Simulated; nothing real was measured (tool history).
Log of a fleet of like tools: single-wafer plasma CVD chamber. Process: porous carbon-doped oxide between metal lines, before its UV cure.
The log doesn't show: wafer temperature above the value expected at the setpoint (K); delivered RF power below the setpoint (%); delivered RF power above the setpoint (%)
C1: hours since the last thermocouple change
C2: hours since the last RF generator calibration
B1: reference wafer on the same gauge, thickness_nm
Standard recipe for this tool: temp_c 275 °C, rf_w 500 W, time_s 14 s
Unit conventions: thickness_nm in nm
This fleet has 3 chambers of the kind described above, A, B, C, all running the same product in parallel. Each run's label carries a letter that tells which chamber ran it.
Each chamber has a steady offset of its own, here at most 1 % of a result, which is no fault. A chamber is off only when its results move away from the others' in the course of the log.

Run 1C, hour 5.8: usual settings; C1 716.6; C2 1328.1; B1 98.037. Result: thickness_nm 90.897 nm.
Run 2A, hour 12.7: usual settings; C1 1522.8; C2 1058.4; B1 98.051. Result: thickness_nm 90.313 nm.
Run 3B, hour 21.4: usual settings; C1 1121.3; C2 2206.8; B1 98.106. Result: thickness_nm 91.086 nm.
Run 4A, hour 26.5: usual settings; C1 1536.6; C2 1072.2; B1 98.075. Result: thickness_nm 91.234 nm.
Run 5C, hour 33.3: usual settings; C1 744.1; C2 1355.6; B1 98.053. Result: thickness_nm 90.307 nm.
Run 6B, hour 42.0: usual settings but temp_c 284 °C, rf_w 590 W; C1 1141.9; C2 2227.4; B1 98.086. Result: thickness_nm 96.042 nm.
Run 7C, hour 46.9: usual settings but temp_c 284 °C, rf_w 590 W; C1 757.7; C2 1369.2; B1 97.994. Result: thickness_nm 95.475 nm.
Run 8B, hour 55.9: usual settings but temp_c 284 °C, rf_w 590 W; C1 1155.8; C2 2241.3; B1 98.005. Result: thickness_nm 95.619 nm.
Run 9A, hour 63.4: usual settings; C1 1573.5; C2 1109.1; B1 98.064. Result: thickness_nm 90.439 nm.
Run 10B, hour 71.7: usual settings; C1 1171.6; C2 2257.1; B1 97.991. Result: thickness_nm 90.739 nm.
Run 11C, hour 79.4: usual settings; C1 790.2; C2 1401.7; B1 98.076. Result: thickness_nm 90.905 nm.
Run 12A, hour 86.7: usual settings; C1 1596.8; C2 1132.4; B1 98.065. Result: thickness_nm 89.363 nm.
Run 13A, hour 92.3: usual settings; C1 1602.4; C2 1138.0; B1 98.155. Result: thickness_nm 89.098 nm.
Run 14B, hour 99.6: usual settings; C1 1199.5; C2 2285.0; B1 98.106. Result: thickness_nm 90.448 nm.
Run 15C, hour 107.2: usual settings; C1 818.0; C2 1429.5; B1 98.056. Result: thickness_nm 90.870 nm.
Run 16B, hour 113.5: usual settings; C1 1213.4; C2 2298.9; B1 98.138. Result: thickness_nm 91.046 nm.
Run 17C, hour 121.2: usual settings; C1 832.0; C2 1443.5; B1 98.125. Result: thickness_nm 91.047 nm.
Run 18A, hour 125.9: usual settings; C1 1636.0; C2 1171.6; B1 98.005. Result: thickness_nm 87.673 nm.
Run 19A, hour 134.6: usual settings; C1 1644.7; C2 1180.3; B1 98.080. Result: thickness_nm 88.287 nm.
Run 20B, hour 140.7: usual settings; C1 1240.6; C2 2326.1; B1 98.045. Result: thickness_nm 90.482 nm.
Run 21C, hour 149.5: usual settings; C1 860.3; C2 1471.8; B1 98.033. Result: thickness_nm 90.887 nm.
Run 22B, hour 157.5: usual settings; C1 1257.4; C2 2342.9; B1 98.139. Result: thickness_nm 90.841 nm.
Run 23A, hour 166.1: usual settings; C1 1676.2; C2 1211.8; B1 98.138. Result: thickness_nm 86.586 nm.
Run 24C, hour 175.0: usual settings; C1 885.8; C2 1497.3; B1 98.124. Result: thickness_nm 90.271 nm.
Run 25B, hour 180.8: usual settings; C1 1280.7; C2 2366.2; B1 98.138. Result: thickness_nm 90.677 nm.
Run 26C, hour 185.3: usual settings; C1 896.1; C2 1507.6; B1 98.046. Result: thickness_nm 90.237 nm.
Run 27A, hour 190.4: usual settings; C1 1700.5; C2 1236.1; B1 98.131. Result: thickness_nm 86.201 nm.
Run 28A, hour 196.4: usual settings; C1 1706.5; C2 1242.1; B1 98.199. Result: thickness_nm 85.520 nm.

Is one chamber out of step, is the gauge drifting, or do the chambers differ by no more than their own small offsets? For an off chamber, give its letter and the likeliest cause.

Chamber A drifts away from the others.
Likeliest cause: delivered RF power below the setpoint (%) = 8.26.

Here are 4 candidates for chamber A's next run, each the usual settings with a change, their results left as question marks. Which one brings its results back in line with what the others give on the usual settings?
A result is in line if it is within this distance of the other chambers' mean on the usual settings: thickness_nm 1.400 nm
Run 29A-1, hour 203.0: usual settings but rf_w 465 W. Result: thickness_nm ?.
Run 29A-2, hour 203.0: usual settings but temp_c 273 °C, rf_w 520 W, time_s 14.7 s. Result: thickness_nm ?.
Run 29A-3, hour 203.0: usual settings but time_s 12.8 s. Result: thickness_nm ?.
Run 29A-4, hour 203.0: usual settings but temp_c 274 °C, rf_w 515 W, time_s 14.5 s. Result: thickness_nm ?.

Other chambers, usual settings, mean: thickness_nm 90.646 nm
  run  thickness_nm
29A-1        81.064
29A-2        93.444
29A-3        78.597
29A-4        91.023
The right change is 29A-4: it brings the chamber back within the allowed miss of the others.
